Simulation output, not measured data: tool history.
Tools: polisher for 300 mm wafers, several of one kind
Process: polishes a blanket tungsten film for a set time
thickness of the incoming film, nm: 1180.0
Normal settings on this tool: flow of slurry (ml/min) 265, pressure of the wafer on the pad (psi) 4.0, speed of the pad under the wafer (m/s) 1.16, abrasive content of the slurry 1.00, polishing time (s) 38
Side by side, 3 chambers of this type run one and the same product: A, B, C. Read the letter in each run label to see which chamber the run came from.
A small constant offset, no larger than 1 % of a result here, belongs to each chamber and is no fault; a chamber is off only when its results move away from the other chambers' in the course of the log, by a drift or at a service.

run,hour,flow of slurry (ml/min),pressure of the wafer on the pad (psi),speed of the pad under the wafer (m/s),abrasive content of the slurry,polishing time (s),wafers polished on this pad,hours since the slurry nozzle was cleaned,hours since the head pressure was calibrated,hours since the slurry blender was calibrated,hours since the slurry got fresh peroxide,film removed (Å)
1A,4.0,265,4.0,1.16,1.00,38,1039,499.3,344.8,166.6,37.1,2063.9
2B,8.3,265,4.0,1.16,1.00,38,870,529.9,301.5,33.9,107.0,2039.5
3C,11.9,265,4.0,1.16,1.00,38,285,372.4,457.3,103.0,55.1,2037.3
4B,16.9,265,4.0,1.16,1.00,38,924,538.5,310.1,42.5,115.6,2083.0
5A,21.2,265,4.0,1.16,1.00,38,1148,516.5,362.0,183.8,54.3,2054.1
# hour 22.7: chamber A: worn pad replaced by a new one
6C,24.3,265,4.0,1.16,1.00,38,364,384.8,469.7,115.4,67.5,2028.8
7B,28.1,265,4.0,1.16,1.00,38,995,549.7,321.3,53.7,126.8,2013.7
8A,30.8,265,4.8,1.16,1.00,38,51,526.1,371.6,193.4,63.9,2478.7
# hour 31.3: chamber A: slurry nozzle cleaned
9C,35.4,265,4.8,1.16,1.00,38,434,395.9,480.8,126.5,78.6,2420.8
# hour 37.2: chamber C: slurry tank refilled with fresh slurry and peroxide
10C,37.9,265,4.8,1.16,1.00,38,450,398.4,483.3,129.0,0.8,2385.6
# hour 39.1: chamber B: worn pad replaced by a new one
11A,40.7,265,4.0,1.16,1.00,38,114,9.4,381.5,203.3,73.8,2042.2
12B,45.0,265,4.0,1.16,1.00,38,37,566.6,338.2,70.6,143.7,2039.4
13B,47.8,265,4.0,1.16,1.00,38,55,569.4,341.0,73.4,146.5,2043.4
14A,51.8,265,4.0,1.16,1.00,38,185,20.5,392.6,214.4,84.9,2039.7
15C,54.9,265,4.0,1.16,1.00,38,558,415.4,500.3,146.0,17.8,2015.5
16B,59.2,265,4.0,1.16,1.00,38,127,580.8,352.4,84.8,157.9,2018.9
17A,63.7,265,4.0,1.16,1.00,38,260,32.4,404.5,226.3,96.8,2058.5
18C,67.2,265,4.0,1.16,1.00,38,635,427.7,512.6,158.3,30.1,2013.6
19B,71.1,265,4.0,1.16,1.00,38,203,592.7,364.3,96.7,169.8,2029.7
# hour 72.2: chamber A: slurry tank refilled with fresh slurry and peroxide
# hour 73.3: chamber B: slurry tank refilled with fresh slurry and peroxide
20A,76.4,265,2.9,1.16,1.25,38,340,45.1,417.2,239.0,4.2,1560.2
# hour 77.7: chamber C: slurry blender recalibrated
21C,80.9,265,2.9,1.16,1.25,38,722,441.4,526.3,3.2,43.8,1538.2
22A,83.3,265,2.9,1.16,1.25,38,384,52.0,424.1,245.9,11.1,1550.7
23C,87.6,265,4.0,1.16,1.00,38,765,448.1,533.0,9.9,50.5,2032.8
# hour 91.3: chamber B: slurry nozzle cleaned
24B,91.7,265,4.0,1.16,1.00,38,333,0.5,384.9,117.3,18.5,2031.1
25C,96.0,265,4.0,1.16,1.00,38,818,456.5,541.4,18.3,58.9,2042.3
26A,98.9,265,4.0,1.16,1.00,38,483,67.6,439.7,261.5,26.7,2034.1
27B,102.3,265,4.0,1.16,1.00,38,400,11.1,395.5,127.9,29.1,2036.9
28C,105.8,265,4.0,1.16,1.00,38,880,466.3,551.2,28.1,68.7,2003.0
29B,109.6,265,4.0,1.16,1.00,38,447,18.4,402.8,135.2,36.4,2041.1

Decide between three cases: one chamber stands off from its peers, the gauge reading all wafers drifts, or nothing is wrong past each chamber's small offset. Where a chamber is off, say which and what most likely put it there.

No chamber stands off beyond its own small offset, and the gauge holds steady.
